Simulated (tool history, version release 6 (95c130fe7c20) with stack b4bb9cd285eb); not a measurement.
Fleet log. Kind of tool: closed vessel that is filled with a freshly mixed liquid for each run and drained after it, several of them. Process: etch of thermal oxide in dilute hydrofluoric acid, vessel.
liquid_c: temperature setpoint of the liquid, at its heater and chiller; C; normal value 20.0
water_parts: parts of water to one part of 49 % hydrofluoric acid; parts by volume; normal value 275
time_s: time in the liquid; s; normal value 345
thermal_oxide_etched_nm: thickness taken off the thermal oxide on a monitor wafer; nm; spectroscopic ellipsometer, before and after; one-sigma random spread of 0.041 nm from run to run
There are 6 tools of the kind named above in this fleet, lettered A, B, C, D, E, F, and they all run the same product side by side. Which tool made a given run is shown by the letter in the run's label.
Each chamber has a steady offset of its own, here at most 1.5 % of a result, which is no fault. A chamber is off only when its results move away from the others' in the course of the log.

run,hour,liquid_c,water_parts,time_s,hours since the thermometer was replaced,hours since the hydrofluoric acid flow meter was replaced,"read-back film thickness of the thermal oxide reference wafer, read on the same gauge (nm)",thermal_oxide_etched_nm
1C,4.8,20.0,275,345,53.4,632.2,60.004,4.3364
2F,11.7,20.0,275,345,143.3,266.4,60.025,4.3593
3E,15.7,20.0,275,345,490.7,361.6,59.996,4.3734
4B,23.3,20.0,275,345,63.4,1794.1,59.999,4.3782
5D,28.8,20.0,275,345,169.5,1023.0,60.005,4.4102
6A,32.6,20.0,275,345,1881.6,413.1,60.001,4.3748
7F,39.1,20.0,275,345,170.7,293.8,60.010,4.4697
8A,43.1,20.0,275,345,1892.1,423.6,60.003,4.4053
9C,47.3,20.0,275,345,95.9,674.7,60.011,4.4019
10D,51.4,20.0,275,345,192.1,1045.6,60.001,4.4122
11E,55.2,20.0,275,345,530.2,401.1,59.995,4.3399
12B,62.3,20.0,275,345,102.4,1833.1,59.994,4.3931
13D,69.7,20.0,275,345,210.4,1063.9,60.006,4.3808
14F,73.5,20.0,275,210,205.1,328.2,59.986,2.6991
15E,78.4,20.0,275,210,553.4,424.3,59.987,2.5885
16B,85.5,20.0,275,210,125.6,1856.3,60.027,2.6991
17A,89.9,20.0,275,210,1938.9,470.4,59.992,2.7058
18C,97.5,20.0,275,210,146.1,724.9,60.027,2.6677
19D,103.2,20.0,275,210,243.9,1097.4,60.022,2.6468
20B,107.4,20.0,275,345,147.5,1878.2,60.010,4.4329
21A,114.9,20.0,275,345,1963.9,495.4,59.987,4.4930
22C,122.1,20.0,275,345,170.7,749.5,60.020,4.3481
23E,126.6,20.0,275,345,601.6,472.5,60.016,4.1209
24F,132.6,20.0,275,345,264.2,387.3,60.014,4.4690
25D,137.2,20.0,275,345,277.9,1131.4,59.992,4.4056
26F,142.3,20.0,275,345,273.9,397.0,59.998,4.4912
27C,148.9,20.0,275,345,197.5,776.3,60.018,4.2811
28B,155.0,20.0,275,345,195.1,1925.8,60.021,4.4383
29A,162.4,20.0,275,345,2011.4,542.9,60.005,4.4304
30E,167.4,20.0,275,345,642.4,513.3,60.005,4.0671
31E,171.3,20.0,230,505,646.3,517.2,59.984,7.4280
32C,175.7,20.0,230,505,224.3,803.1,59.998,7.9698
33F,183.0,20.0,230,505,314.6,437.7,59.990,8.2567
34A,190.1,20.0,230,505,2039.1,570.6,59.987,8.1913
35B,193.6,20.0,230,505,233.7,1964.4,59.990,7.9825
36D,201.2,20.0,230,505,341.9,1195.4,59.988,8.1286
37F,207.0,20.0,275,345,338.6,461.7,59.990,4.3989
38B,211.6,20.0,275,345,251.7,1982.4,60.003,4.3576
39E,215.7,20.0,275,345,690.7,561.6,60.020,3.9589

Which is it: a chamber that has drifted or been left off by a service, a gauge drift common to all chambers, or only each chamber's usual small offset? If a chamber is off, name it and its likeliest cause.

Little by little, chamber E moves away from the other chambers.
Most likely cause: hydrofluoric acid flow below the setpoint (%) = 7.84.
Not necessarily distinguishable in this log from: liquid colder than its thermometer reads (K).

Chamber E could run next with any of the 4 candidate recipes listed below; each alters the usual settings, and their results appear as question marks. Which one brings its results back in line with what the other chambers deliver on the usual settings?
In line means no further than this from the other chambers' mean on the usual settings: thermal_oxide_etched_nm 0.1500 nm
40E-1,221.1,20.0,290,330,,,,?
40E-2,221.1,20.0,275,330,,,,?
40E-3,221.1,20.0,270,350,,,,?
40E-4,221.1,20.0,260,360,,,,?

Average result of the remaining chambers running the usual settings: thermal_oxide_etched_nm 4.3895 nm
run,thermal_oxide_etched_nm
40E-1,3.5353
40E-2,3.7859
40E-3,4.1111
40E-4,4.4375
Change 40E-4 lands the chamber within the allowed miss of the other chambers.
